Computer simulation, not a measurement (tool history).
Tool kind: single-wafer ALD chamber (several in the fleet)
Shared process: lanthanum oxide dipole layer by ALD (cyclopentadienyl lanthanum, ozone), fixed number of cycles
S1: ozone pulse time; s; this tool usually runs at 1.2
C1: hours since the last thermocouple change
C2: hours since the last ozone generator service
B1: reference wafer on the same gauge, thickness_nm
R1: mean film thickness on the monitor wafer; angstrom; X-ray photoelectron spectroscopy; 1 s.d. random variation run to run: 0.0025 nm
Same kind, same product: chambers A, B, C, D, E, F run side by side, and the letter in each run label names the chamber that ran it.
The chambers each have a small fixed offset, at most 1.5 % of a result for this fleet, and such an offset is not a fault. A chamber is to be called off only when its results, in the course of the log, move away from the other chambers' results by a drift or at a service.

| run | hour | S1 | C1 | C2 | B1 | R1 |
|---|---|---|---|---|---|---|
| 1B | 3.6 | 1.2 | 909 | 1841.5 | 0.53745 | 5.2759 |
| 2C | 5.7 | 1.2 | 896.3 | 1119.5 | 0.53699 | 5.2145 |
| 3F | 8.3 | 1.2 | 489.6 | 618.4 | 0.5374 | 5.2833 |
| 4A | 11.9 | 1.2 | 2338.1 | 211.5 | 0.53673 | 5.323 |
| 5E | 14.8 | 1.2 | 1098.2 | 288.7 | 0.53704 | 5.2793 |
| 6D | 18.5 | 1.2 | 2151.2 | 317 | 0.53698 | 5.2715 |
| 7A | 22 | 1.2 | 2348.2 | 221.6 | 0.53662 | 5.3593 |
| 8E | 24.7 | 1.2 | 1108.1 | 298.6 | 0.53627 | 5.2907 |
| 9D | 27.2 | 1.2 | 2159.9 | 325.7 | 0.53652 | 5.2418 |
| 10B | 29.2 | 1.4 | 934.6 | 1867.1 | 0.53769 | 5.4069 |
| 11C | 33.3 | 1.4 | 923.9 | 1147.1 | 0.53656 | 5.4561 |
| 12F | 35.7 | 1.4 | 517 | 645.8 | 0.53786 | 5.4753 |
| 13D | 38.7 | 1.4 | 2171.4 | 337.2 | 0.53674 | 5.4619 |
| 14E | 41.6 | 1.4 | 1125 | 315.5 | 0.53667 | 5.4431 |
| 15B | 44.4 | 1.4 | 949.8 | 1882.3 | 0.53696 | 5.4343 |
| 16A | 47.7 | 1.2 | 2373.9 | 247.3 | 0.53713 | 5.3437 |
| 17F | 50.9 | 1.2 | 532.2 | 661 | 0.537 | 5.2532 |
| 18C | 53.2 | 1.2 | 943.8 | 1167 | 0.53699 | 5.2693 |
| 19B | 55.6 | 1.2 | 961 | 1893.5 | 0.53728 | 5.3046 |
| 20D | 59.1 | 1.2 | 2191.8 | 357.6 | 0.53671 | 5.2364 |
| 21A | 62.9 | 1.2 | 2389.1 | 262.5 | 0.53744 | 5.3331 |
| 22F | 65.7 | 1.2 | 547 | 675.8 | 0.53687 | 5.2535 |
| 23C | 67.7 | 1.2 | 958.3 | 1181.5 | 0.53706 | 5.2437 |
| 24E | 69.9 | 1.2 | 1153.3 | 343.8 | 0.5371 | 5.2598 |
| 25E | 72.1 | 0.83 | 1155.5 | 346 | 0.53702 | 4.6697 |
| 26A | 76 | 0.83 | 2402.2 | 275.6 | 0.53676 | 4.7252 |
| 27F | 80.1 | 0.83 | 561.4 | 690.2 | 0.53676 | 4.6373 |
| 28B | 84.2 | 0.83 | 989.6 | 1922.1 | 0.53657 | 4.7157 |
| 29C | 87.8 | 0.83 | 978.4 | 1201.6 | 0.53687 | 4.6988 |
| 30D | 90.9 | 0.83 | 2223.6 | 389.4 | 0.53708 | 4.6804 |
| 31A | 93.6 | 1.2 | 2419.8 | 293.2 | 0.5375 | 5.279 |
| 32D | 97.9 | 1.2 | 2230.6 | 396.4 | 0.53669 | 5.2606 |
| 33F | 101.2 | 1.2 | 582.5 | 711.3 | 0.53695 | 5.1953 |
| 34B | 103.8 | 1.2 | 1009.2 | 1941.7 | 0.53691 | 5.2526 |
| 35C | 105.9 | 1.2 | 996.5 | 1219.7 | 0.53651 | 5.317 |
|  | 107.5 | chamber B: ozone generator serviced |
| 36E | 109.3 | 1.2 | 1192.7 | 383.2 | 0.53699 | 5.3009 |
| 37A | 112.4 | 1.2 | 2438.6 | 312 | 0.53699 | 5.3341 |
| 38B | 115.6 | 1.2 | 1021 | 8.1 | 0.53729 | 5.2697 |
| 39C | 119.4 | 1.2 | 1010 | 1233.2 | 0.53671 | 5.2302 |
| 40F | 121.4 | 1.53 | 602.7 | 731.5 | 0.53723 | 5.4011 |
| 41D | 124.9 | 1.53 | 2257.6 | 423.4 | 0.53687 | 5.4536 |

Is one chamber off against the others, does the gauge drift, or is nothing wrong? If a chamber is off, say which, and what the likeliest cause is.

One chamber, F, drifts off from the rest bit by bit.
Most likely cause: ozone dose below that of a generator just serviced (%) = 10.5.

Here are 4 candidates for chamber F's next run, each the usual settings with a change, their results left as question marks. Which one brings its results back in line with what the others give on the usual settings?
In-line tolerance around the mean of the other chambers on the usual settings: R1 0.088 angstrom
| 42F-1 | 128.1 | 1.57 |  |  |  | ? |
| 42F-2 | 128.1 | 0.97 |  |  |  | ? |
| 42F-3 | 128.1 | 1.07 |  |  |  | ? |
| 42F-4 | 128.1 | 1.33 |  |  |  | ? |

Other chambers, usual settings, mean: R1 5.2758 angstrom
| run | R1 |
|---|---|
| 42F-1 | 5.4665 |
| 42F-2 | 4.7908 |
| 42F-3 | 4.959 |
| 42F-4 | 5.2784 |
42F-4 puts the chamber back in line with the other chambers.
